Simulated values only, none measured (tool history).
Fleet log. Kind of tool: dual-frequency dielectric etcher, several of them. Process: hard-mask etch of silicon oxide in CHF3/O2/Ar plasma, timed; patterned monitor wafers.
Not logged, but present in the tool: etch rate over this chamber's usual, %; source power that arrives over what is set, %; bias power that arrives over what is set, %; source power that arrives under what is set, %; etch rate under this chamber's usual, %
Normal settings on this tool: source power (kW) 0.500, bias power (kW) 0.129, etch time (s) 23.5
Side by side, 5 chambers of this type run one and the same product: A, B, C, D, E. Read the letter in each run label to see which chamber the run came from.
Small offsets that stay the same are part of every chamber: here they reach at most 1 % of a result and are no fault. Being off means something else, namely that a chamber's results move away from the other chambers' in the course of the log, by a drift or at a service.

run,day,source power (kW),bias power (kW),etch time (s),hours since the last wet clean,hours since the last source power generator calibration,hours since the last bias power generator calibration,"read-back reference wafer on the same gauge, depth_nm",mean etch depth across the wafer (nm)
1C,0.188,0.500,0.129,23.5,498.2,1897.0,236.6,46.319,38.775
2E,0.408,0.500,0.129,23.5,136.5,872.9,2437.9,46.317,38.854
3A,0.750,0.500,0.129,23.5,349.0,1387.3,2189.8,46.326,39.067
4B,1.067,0.500,0.129,23.5,420.3,150.8,1826.9,46.333,38.589
5D,1.238,0.390,0.109,23.5,110.7,99.8,3270.8,46.322,33.301
# day 1.354: chamber C: wet clean of the chamber
6E,1.517,0.390,0.109,23.5,163.1,899.5,2464.5,46.324,33.472
7B,1.825,0.390,0.109,23.5,438.5,169.0,1845.1,46.336,33.274
8C,2.050,0.390,0.109,23.5,16.7,1941.7,281.3,46.351,33.424
9D,2.233,0.390,0.109,23.5,134.6,123.7,3294.7,46.341,33.318
10A,2.508,0.500,0.129,23.5,391.2,1429.5,2232.0,46.347,39.139
11A,2.675,0.500,0.129,23.5,395.2,1433.5,2236.0,46.356,39.115
12E,3.017,0.500,0.129,23.5,199.1,935.5,2500.5,46.374,38.831
13D,3.183,0.500,0.129,23.5,157.4,146.5,3317.5,46.366,38.701
14C,3.412,0.500,0.129,23.5,49.4,1974.4,314.0,46.383,38.733
15B,3.633,0.600,0.129,23.5,481.9,212.4,1888.5,46.392,41.416
# day 3.708: chamber B: wet clean of the chamber
16B,3.912,0.600,0.129,23.5,5.0,219.1,1895.2,46.416,41.527
17C,4.221,0.600,0.129,23.5,68.8,1993.8,333.4,46.404,41.676
18D,4.550,0.600,0.129,23.5,190.2,179.3,3350.3,46.403,41.536
19A,4.796,0.600,0.129,23.5,446.1,1484.4,2286.9,46.418,42.024
20E,4.971,0.500,0.129,23.5,246.0,982.4,2547.4,46.424,38.899
# day 5.233: chamber A: wet clean of the chamber
21D,5.283,0.500,0.129,23.5,207.8,196.9,3367.9,46.409,38.748
22E,5.538,0.420,0.129,23.5,259.6,996.0,2561.0,46.421,36.335
23A,5.767,0.420,0.129,23.5,12.9,1507.7,2310.2,46.444,36.601
24B,6.033,0.420,0.129,23.5,55.9,270.0,1946.1,46.435,36.081
25C,6.379,0.420,0.129,23.5,120.6,2045.6,385.2,46.451,36.300
26C,6.571,0.420,0.129,23.5,125.2,2050.2,389.8,46.469,36.336
27E,6.808,0.500,0.129,23.5,290.1,1026.5,2591.5,46.480,38.910
28D,7.100,0.500,0.129,23.5,251.4,240.5,3411.5,46.471,38.758
29A,7.450,0.500,0.129,23.5,53.3,1548.1,2350.6,46.469,39.226
30B,7.738,0.500,0.129,23.5,96.8,310.9,1987.0,46.486,38.686
31B,7.979,0.500,0.129,23.5,102.6,316.7,1992.8,46.484,38.706
32A,8.354,0.500,0.129,23.5,75.0,1569.8,2372.3,46.476,39.257
33C,8.679,0.500,0.129,23.5,175.8,2100.8,440.4,46.499,38.959
# day 8.879: chamber E: wet clean of the chamber
34E,8.912,0.500,0.129,23.5,0.9,1077.0,2642.0,46.519,38.904
35D,9.254,0.500,0.129,23.5,303.1,292.2,3463.2,46.519,38.881
36C,9.512,0.500,0.129,23.5,195.8,2120.8,460.4,46.527,38.934
37A,9.883,0.500,0.129,23.5,111.7,1606.5,2409.0,46.533,39.240
38E,10.179,0.500,0.129,23.5,31.3,1107.4,2672.4,46.565,38.965
39B,10.371,0.410,0.129,23.5,160.0,374.1,2050.2,46.567,35.852
40D,10.717,0.410,0.129,23.5,338.2,327.3,3498.3,46.548,35.952
41B,10.933,0.410,0.129,23.5,173.5,387.6,2063.7,46.560,35.930
42E,11.271,0.410,0.129,23.5,57.5,1133.6,2698.6,46.570,36.142
43A,11.579,0.410,0.129,23.5,152.4,1647.2,2449.7,46.574,36.518

All 5 chambers run these settings next. Forecast each chamber's results:
44A,11.850,0.500,0.129,23.5,,,,,?
44B,11.850,0.500,0.129,23.5,,,,,?
44C,11.850,0.500,0.129,23.5,,,,,?
44D,11.850,0.500,0.129,23.5,,,,,?
44E,11.850,0.500,0.129,23.5,,,,,?

run,mean etch depth across the wafer (nm)
44A,39.370
44B,38.780
44C,39.000
44D,38.903
44E,38.978
